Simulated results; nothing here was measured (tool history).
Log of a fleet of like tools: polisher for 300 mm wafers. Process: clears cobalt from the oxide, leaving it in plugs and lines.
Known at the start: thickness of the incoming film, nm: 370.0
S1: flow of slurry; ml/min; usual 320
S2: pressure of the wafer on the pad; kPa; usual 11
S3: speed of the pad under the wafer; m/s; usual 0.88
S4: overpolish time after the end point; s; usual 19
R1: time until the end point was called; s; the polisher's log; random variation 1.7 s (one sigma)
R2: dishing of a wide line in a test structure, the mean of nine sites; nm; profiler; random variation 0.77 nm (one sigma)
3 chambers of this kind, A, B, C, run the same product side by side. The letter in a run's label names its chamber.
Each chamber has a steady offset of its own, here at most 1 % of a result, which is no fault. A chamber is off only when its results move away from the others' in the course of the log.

Run 1A, hour 3: usual settings. Result: R1 94.184 s, R2 38.649 nm.
Run 2B, hour 6.6: usual settings. Result: R1 95.855 s, R2 39.423 nm.
Run 3C, hour 11.1: usual settings. Result: R1 97.644 s, R2 38.168 nm.
Run 4C, hour 14.1: usual settings. Result: R1 96.183 s, R2 39.216 nm.
Run 5A, hour 18.1: usual settings. Result: R1 96.093 s, R2 38.91 nm.
Run 6B, hour 21.7: usual settings. Result: R1 95.159 s, R2 39.053 nm.
Run 7C, hour 26.5: usual settings. Result: R1 96.464 s, R2 38.566 nm.
Run 8B, hour 29.3: usual settings but S1 365 ml/min. Result: R1 95.957 s, R2 39.493 nm.
Run 9A, hour 33.8: usual settings but S1 365 ml/min. Result: R1 94.371 s, R2 39.573 nm.
Run 10C, hour 37.6: usual settings but S1 365 ml/min. Result: R1 94.256 s, R2 38.653 nm.
At hour 41.1: chamber C: worn pad replaced by a new one.
Run 11A, hour 41.9: usual settings. Result: R1 94.334 s, R2 37.609 nm.
Run 12B, hour 44.6: usual settings. Result: R1 94.983 s, R2 37.743 nm.
Run 13C, hour 47.9: usual settings. Result: R1 94.046 s, R2 38.987 nm.
At hour 48.4: chamber A: worn pad replaced by a new one.
Run 14A, hour 51.6: usual settings but S1 230 ml/min, S4 28 s. Result: R1 98.593 s, R2 43.967 nm.
Run 15B, hour 55.9: usual settings but S1 230 ml/min, S4 28 s. Result: R1 97.936 s, R2 44.387 nm.
Run 16A, hour 59.5: usual settings but S1 230 ml/min, S4 28 s. Result: R1 97.169 s, R2 46.472 nm.
Run 17B, hour 64: usual settings. Result: R1 98.317 s, R2 38.572 nm.
Run 18C, hour 68.4: usual settings. Result: R1 98.243 s, R2 39.536 nm.
Run 19C, hour 70.8: usual settings. Result: R1 93.405 s, R2 38.6 nm.
Run 20B, hour 73.4: usual settings but S4 28 s. Result: R1 100.34 s, R2 44.189 nm.
Run 21A, hour 76.2: usual settings but S4 28 s. Result: R1 94.775 s, R2 44.931 nm.
Run 22A, hour 80.4: usual settings but S4 28 s. Result: R1 94.493 s, R2 45.277 nm.
Run 23B, hour 84.6: usual settings. Result: R1 104.63 s, R2 38.413 nm.
Run 24C, hour 87.7: usual settings. Result: R1 99.545 s, R2 39.938 nm.
Run 25C, hour 91.9: usual settings. Result: R1 95.201 s, R2 40.029 nm.
Run 26B, hour 95: usual settings. Result: R1 104.88 s, R2 38.107 nm.
Run 27A, hour 97.5: usual settings. Result: R1 92.332 s, R2 38.817 nm.
Run 28A, hour 101.2: usual settings. Result: R1 92.623 s, R2 38.477 nm.
Run 29B, hour 104.5: usual settings. Result: R1 103.2 s, R2 37.227 nm.
Run 30C, hour 109.5: usual settings. Result: R1 93.968 s, R2 39.021 nm.
Run 31C, hour 111.8: usual settings. Result: R1 93.397 s, R2 37.985 nm.
Run 32A, hour 114.4: usual settings. Result: R1 90.307 s, R2 39.358 nm.
At hour 118.9: chamber C: worn pad replaced by a new one.
Run 33B, hour 118.9: usual settings. Result: R1 103.29 s, R2 37.878 nm.
Run 34A, hour 121.3: usual settings. Result: R1 97.616 s, R2 37.161 nm.
Run 35B, hour 123.9: usual settings. Result: R1 108.53 s, R2 35.806 nm.
Run 36C, hour 127.7: usual settings. Result: R1 93.262 s, R2 38.517 nm.
Run 37B, hour 130: usual settings. Result: R1 107.88 s, R2 37.163 nm.

All 3 chambers run these settings next. Forecast each chamber's results:
Run 38A, hour 133.6: usual settings. Result: R1 ?, R2 ?.
Run 38B, hour 133.6: usual settings. Result: R1 ?, R2 ?.
Run 38C, hour 133.6: usual settings. Result: R1 ?, R2 ?.

run      R1      R2
38A  92.999  39.975
38B   109.5  36.902
38C  95.043  38.654

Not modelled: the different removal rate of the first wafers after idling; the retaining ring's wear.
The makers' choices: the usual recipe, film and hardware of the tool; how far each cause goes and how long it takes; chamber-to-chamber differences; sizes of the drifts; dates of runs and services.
